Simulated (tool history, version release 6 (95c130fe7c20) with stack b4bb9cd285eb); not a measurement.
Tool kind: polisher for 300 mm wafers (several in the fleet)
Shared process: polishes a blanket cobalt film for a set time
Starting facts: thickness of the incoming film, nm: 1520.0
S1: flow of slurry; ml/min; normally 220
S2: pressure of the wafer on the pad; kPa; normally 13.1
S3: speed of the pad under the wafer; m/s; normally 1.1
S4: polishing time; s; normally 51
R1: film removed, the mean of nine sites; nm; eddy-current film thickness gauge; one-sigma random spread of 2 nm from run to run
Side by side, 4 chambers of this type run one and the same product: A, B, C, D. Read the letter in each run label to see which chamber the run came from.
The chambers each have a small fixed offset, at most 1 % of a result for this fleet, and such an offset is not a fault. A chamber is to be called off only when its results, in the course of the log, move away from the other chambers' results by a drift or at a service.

run 1D hour=2.5 | S1=220 S2=13.1 S3=1.1 S4=51 | R1=277.92
run 2A hour=5 | S1=220 S2=13.1 S3=1.1 S4=51 | R1=278.39
run 3C hour=8 | S1=220 S2=13.1 S3=1.1 S4=51 | R1=279.07
run 4B hour=12 | S1=220 S2=13.1 S3=1.1 S4=51 | R1=280.12
-- hour=14.2 chamber A: worn pad replaced by a new one
run 5C hour=15.4 | S1=220 S2=13.1 S3=1.1 S4=51 | R1=279.9
run 6A hour=18.7 | S1=220 S2=13.1 S3=1.1 S4=51 | R1=278.4
run 7B hour=23 | S1=220 S2=13.1 S3=1.1 S4=51 | R1=283.21
run 8D hour=27.8 | S1=220 S2=13.1 S3=1.1 S4=51 | R1=278.31
run 9B hour=31.7 | S1=220 S2=13.1 S3=1.1 S4=51 | R1=282.52
run 10C hour=34 | S1=220 S2=13.1 S3=1.1 S4=51 | R1=280.78
run 11D hour=38.5 | S1=220 S2=13.1 S3=1.1 S4=51 | R1=275.55
-- hour=38.6 chamber B: slurry nozzle cleaned
-- hour=40.1 chamber B: worn pad replaced by a new one
run 12A hour=42 | S1=220 S2=13.1 S3=1.1 S4=51 | R1=281.19
run 13B hour=45.1 | S1=220 S2=13.1 S3=1.1 S4=51 | R1=276.73
run 14D hour=48 | S1=220 S2=13.1 S3=1.1 S4=51 | R1=277.55
run 15C hour=51.7 | S1=220 S2=13.1 S3=1.1 S4=51 | R1=278.63
run 16A hour=53.8 | S1=220 S2=13.1 S3=1.1 S4=51 | R1=286.42
run 17D hour=56.8 | S1=220 S2=13.1 S3=1.1 S4=51 | R1=278.81
-- hour=58.4 chamber D: worn pad replaced by a new one
run 18B hour=59.5 | S1=220 S2=13.1 S3=1.1 S4=51 | R1=275.44
run 19A hour=63.4 | S1=220 S2=13.1 S3=1.1 S4=51 | R1=280.84
run 20C hour=68 | S1=220 S2=13.1 S3=1.1 S4=51 | R1=275.49
run 21A hour=72.1 | S1=220 S2=13.1 S3=1.1 S4=51 | R1=277.96
run 22B hour=75 | S1=220 S2=13.1 S3=1.1 S4=51 | R1=268.62
run 23C hour=79.9 | S1=220 S2=13.1 S3=1.1 S4=51 | R1=280.06
-- hour=83.8 chamber C: head pressure recalibrated
run 24D hour=84.3 | S1=220 S2=13.1 S3=1.1 S4=51 | R1=278.38
run 25D hour=89.2 | S1=220 S2=13.1 S3=1.1 S4=51 | R1=278.4
run 26C hour=93.2 | S1=220 S2=13.1 S3=1.1 S4=51 | R1=279.66
-- hour=93.3 chamber A: worn pad replaced by a new one
run 27A hour=95.9 | S1=220 S2=13.1 S3=1.1 S4=51 | R1=280.06
run 28B hour=98.9 | S1=220 S2=13.1 S3=1.1 S4=51 | R1=264.73

Is one chamber off against the others, does the gauge drift, or is nothing wrong? If a chamber is off, say which, and what the likeliest cause is.

Chamber B drifts away from the others.
What lies behind it: head's pressure below its setpoint, % = 6.26.
The log might look much the same if the cause were instead: removal rate lost through wear of the pad, %; slurry flow missing at the pad, %.

Chamber B could run next with any of the 4 candidate recipes listed below; each alters the usual settings, and their results appear as question marks. Which one brings its results back in line with what the other chambers deliver on the usual settings?
A result is in line if it is within this distance of the other chambers' mean on the usual settings: R1 7.1 nm
run 29B-1 hour=102.4 | S1=220 S2=13.1 S3=1.1 S4=54 | R1=?
run 29B-2 hour=102.4 | S1=220 S2=13.1 S3=1.08 S4=51 | R1=?
run 29B-3 hour=102.4 | S1=220 S2=12.4 S3=1.08 S4=51 | R1=?
run 29B-4 hour=102.4 | S1=220 S2=13.1 S3=1.1 S4=52 | R1=?

Mean of the other chambers on the usual settings: R1 280.59 nm
run=29B-1 R1=278.07
run=29B-2 R1=257.85
run=29B-3 R1=244.36
run=29B-4 R1=267.77
With 29B-1, the chamber falls back in line with the rest.
